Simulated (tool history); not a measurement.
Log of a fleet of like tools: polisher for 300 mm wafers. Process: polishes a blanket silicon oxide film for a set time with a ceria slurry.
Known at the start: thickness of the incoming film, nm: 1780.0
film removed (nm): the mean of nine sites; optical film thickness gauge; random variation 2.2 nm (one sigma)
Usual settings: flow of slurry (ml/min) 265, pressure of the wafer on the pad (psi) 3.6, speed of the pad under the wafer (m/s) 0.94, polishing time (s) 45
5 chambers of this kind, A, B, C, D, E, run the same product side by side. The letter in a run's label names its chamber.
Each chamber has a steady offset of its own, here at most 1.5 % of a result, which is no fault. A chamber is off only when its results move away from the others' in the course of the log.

run,hour,flow of slurry (ml/min),pressure of the wafer on the pad (psi),speed of the pad under the wafer (m/s),polishing time (s),wafers polished on this pad,hours since the slurry nozzle was cleaned,hours since the head pressure was calibrated,film removed (nm)
1D,10.6,265,3.6,0.94,45,1094,134.1,626.7,228.06
2B,17.0,265,3.6,0.94,45,446,131.5,260.2,231.44
# hour 19.3: chamber D: worn pad replaced by a new one
3E,23.1,265,3.6,0.94,45,997,214.7,46.3,228.57
# hour 30.1: chamber C: head pressure recalibrated
4A,34.2,265,3.6,0.94,45,359,228.7,158.5,229.46
# hour 35.3: chamber E: worn pad replaced by a new one
5C,45.8,265,3.6,0.94,45,689,50.7,15.7,225.98
# hour 48.2: chamber E: slurry nozzle cleaned
6A,57.5,265,3.6,0.94,45,541,252.0,181.8,228.45
# hour 63.4: chamber B: worn pad replaced by a new one
7E,63.9,265,3.6,0.64,45,223,15.8,87.1,155.24
8C,73.2,265,3.6,0.64,45,902,78.1,43.1,156.39
9D,80.5,265,3.6,0.64,45,477,204.0,696.6,155.88
10B,87.2,265,3.6,0.64,45,185,201.7,330.4,153.33
# hour 93.6: chamber B: head pressure recalibrated
11C,97.8,265,3.6,0.64,45,1094,102.7,67.7,153.81
# hour 107.8: chamber A: worn pad replaced by a new one
12E,108.8,265,3.6,0.94,45,573,60.7,132.0,228.36
13A,120.6,335,3.6,0.94,51,100,315.1,244.9,261.12
14D,128.8,335,3.6,0.94,51,854,252.3,744.9,262.90
15B,137.7,335,3.6,0.94,51,579,252.2,44.1,267.74
# hour 145.6: chamber D: worn pad replaced by a new one
16D,148.8,335,3.6,0.94,51,25,272.3,764.9,260.87
17B,154.9,335,3.6,0.94,51,713,269.4,61.3,265.55
# hour 162.1: chamber E: worn pad replaced by a new one
18E,165.6,265,3.6,0.94,45,27,117.5,188.8,224.54
19C,176.1,265,3.6,0.94,45,1705,181.0,146.0,222.21
# hour 178.4: chamber B: worn pad replaced by a new one
20A,187.2,265,3.6,0.94,45,619,381.7,311.5,224.35
21C,195.5,265,3.6,0.94,45,1856,200.4,165.4,218.75
22D,207.6,265,3.6,0.94,45,483,331.1,823.7,226.18
# hour 212.3: chamber B: slurry nozzle cleaned
23B,214.6,265,3.6,0.94,45,282,2.3,121.0,232.56
# hour 216.7: chamber D: head pressure recalibrated
24A,221.6,265,3.6,0.94,45,888,416.1,345.9,228.00
25E,232.4,265,3.6,0.94,45,548,184.3,255.6,226.77
26C,241.8,265,2.6,0.94,45,2217,246.7,211.7,155.69
# hour 245.5: chamber A: worn pad replaced by a new one
27E,249.3,265,2.6,0.94,45,680,201.2,272.5,161.63
28D,260.3,265,2.6,0.94,45,894,383.8,43.7,163.18
# hour 260.5: chamber E: slurry nozzle cleaned
# hour 267.5: chamber D: worn pad replaced by a new one
29B,271.1,265,2.6,0.94,45,723,58.8,177.5,162.84
30A,278.4,265,2.6,0.94,45,257,472.9,402.7,164.47
31A,287.7,265,3.6,0.94,45,329,482.2,412.0,224.47
# hour 298.0: chamber E: worn pad replaced by a new one
32C,298.6,265,3.6,0.94,45,2660,303.5,268.5,204.67
33E,306.4,265,3.6,0.94,45,65,45.9,329.6,225.41
# hour 309.6: chamber B: worn pad replaced by a new one
34B,317.9,265,3.6,0.94,45,64,105.6,224.3,227.42
35D,326.1,265,3.6,0.94,45,457,449.6,109.5,227.12
36D,336.2,265,3.6,0.94,45,536,459.7,119.6,229.88
37C,347.2,265,3.6,0.94,45,3039,352.1,317.1,199.94

All 5 chambers run these settings next. Forecast each chamber's results:
38A,356.0,265,2.8,0.94,45,,,,?
38B,356.0,265,2.8,0.94,45,,,,?
38C,356.0,265,2.8,0.94,45,,,,?
38D,356.0,265,2.8,0.94,45,,,,?
38E,356.0,265,2.8,0.94,45,,,,?

run,film removed (nm)
38A,176.56
38B,179.04
38C,153.79
38D,176.98
38E,176.07
